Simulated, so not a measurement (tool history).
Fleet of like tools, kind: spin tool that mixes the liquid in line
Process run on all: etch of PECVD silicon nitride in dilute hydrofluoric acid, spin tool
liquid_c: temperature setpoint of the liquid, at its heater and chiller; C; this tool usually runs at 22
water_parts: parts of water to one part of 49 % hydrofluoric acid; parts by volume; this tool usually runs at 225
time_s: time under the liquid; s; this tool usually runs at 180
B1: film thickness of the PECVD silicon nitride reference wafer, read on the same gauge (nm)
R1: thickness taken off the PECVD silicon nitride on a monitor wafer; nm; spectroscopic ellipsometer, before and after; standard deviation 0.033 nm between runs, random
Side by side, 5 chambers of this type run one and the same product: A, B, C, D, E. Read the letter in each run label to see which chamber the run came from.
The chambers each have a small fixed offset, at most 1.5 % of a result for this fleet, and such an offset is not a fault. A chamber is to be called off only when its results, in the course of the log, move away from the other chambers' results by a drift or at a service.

run 1C hour=7.5 | liquid_c=22 water_parts=225 time_s=180 | B1=70.020 | R1=4.0656
run 2A hour=16.9 | liquid_c=22 water_parts=225 time_s=180 | B1=70.019 | R1=4.0641
run 3D hour=26.3 | liquid_c=22 water_parts=225 time_s=180 | B1=70.043 | R1=4.1527
run 4E hour=34.1 | liquid_c=22 water_parts=225 time_s=180 | B1=70.013 | R1=4.1002
run 5B hour=40.1 | liquid_c=22 water_parts=225 time_s=180 | B1=69.975 | R1=4.0356
run 6A hour=47.3 | liquid_c=22 water_parts=225 time_s=180 | B1=69.993 | R1=4.0464
run 7E hour=54.3 | liquid_c=24 water_parts=225 time_s=180 | B1=69.960 | R1=4.6847
run 8D hour=61.1 | liquid_c=24 water_parts=225 time_s=180 | B1=70.016 | R1=4.6241
run 9C hour=67.0 | liquid_c=24 water_parts=225 time_s=180 | B1=70.011 | R1=4.6373
run 10B hour=72.1 | liquid_c=24 water_parts=225 time_s=180 | B1=70.036 | R1=4.6072
run 11B hour=80.4 | liquid_c=24 water_parts=225 time_s=180 | B1=69.994 | R1=4.6563
run 12E hour=88.1 | liquid_c=22 water_parts=225 time_s=180 | B1=69.968 | R1=4.0966
run 13A hour=96.5 | liquid_c=22 water_parts=225 time_s=180 | B1=70.040 | R1=4.0411
run 14D hour=104.6 | liquid_c=22 water_parts=225 time_s=180 | B1=69.968 | R1=4.0144
run 15C hour=115.3 | liquid_c=22 water_parts=225 time_s=180 | B1=69.979 | R1=4.0478
run 16A hour=125.8 | liquid_c=22 water_parts=225 time_s=180 | B1=69.986 | R1=4.0662
run 17C hour=135.6 | liquid_c=22 water_parts=225 time_s=180 | B1=70.037 | R1=4.0285
run 18E hour=140.8 | liquid_c=22 water_parts=225 time_s=180 | B1=70.032 | R1=4.2817
-- hour=147.0 chamber C: thermometer replaced
run 19D hour=147.0 | liquid_c=22 water_parts=225 time_s=180 | B1=69.988 | R1=4.0476
-- hour=152.0 chamber A: thermometer replaced
run 20B hour=158.1 | liquid_c=22 water_parts=225 time_s=180 | B1=70.019 | R1=3.9993
run 21A hour=169.5 | liquid_c=22 water_parts=225 time_s=180 | B1=70.005 | R1=4.0607
run 22C hour=175.4 | liquid_c=22 water_parts=225 time_s=180 | B1=70.024 | R1=4.0539
run 23E hour=186.0 | liquid_c=22 water_parts=225 time_s=180 | B1=70.029 | R1=4.2755
run 24B hour=196.8 | liquid_c=22 water_parts=280 time_s=235 | B1=70.035 | R1=4.2354
run 25D hour=202.6 | liquid_c=22 water_parts=280 time_s=235 | B1=69.991 | R1=4.3050
run 26E hour=208.6 | liquid_c=22 water_parts=280 time_s=235 | B1=70.009 | R1=4.5085
run 27D hour=218.3 | liquid_c=22 water_parts=280 time_s=235 | B1=70.007 | R1=4.2417
run 28B hour=224.8 | liquid_c=22 water_parts=280 time_s=235 | B1=70.016 | R1=4.2812
run 29C hour=233.7 | liquid_c=22 water_parts=225 time_s=180 | B1=69.990 | R1=4.0205
run 30A hour=242.5 | liquid_c=22 water_parts=225 time_s=180 | B1=69.998 | R1=4.0511
run 31C hour=251.2 | liquid_c=22 water_parts=225 time_s=180 | B1=70.013 | R1=4.0541
run 32B hour=259.6 | liquid_c=26 water_parts=225 time_s=270 | B1=70.036 | R1=7.8524

Next, all 5 chambers run the settings below, one line each with question marks for the results. What does each chamber give?
run 33A hour=268.1 | liquid_c=22 water_parts=225 time_s=180 | R1=?
run 33B hour=268.1 | liquid_c=22 water_parts=225 time_s=180 | R1=?
run 33C hour=268.1 | liquid_c=22 water_parts=225 time_s=180 | R1=?
run 33D hour=268.1 | liquid_c=22 water_parts=225 time_s=180 | R1=?
run 33E hour=268.1 | liquid_c=22 water_parts=225 time_s=180 | R1=?

run=33A R1=3.9948
run=33B R1=4.0877
run=33C R1=4.0299
run=33D R1=4.0584
run=33E R1=4.3783

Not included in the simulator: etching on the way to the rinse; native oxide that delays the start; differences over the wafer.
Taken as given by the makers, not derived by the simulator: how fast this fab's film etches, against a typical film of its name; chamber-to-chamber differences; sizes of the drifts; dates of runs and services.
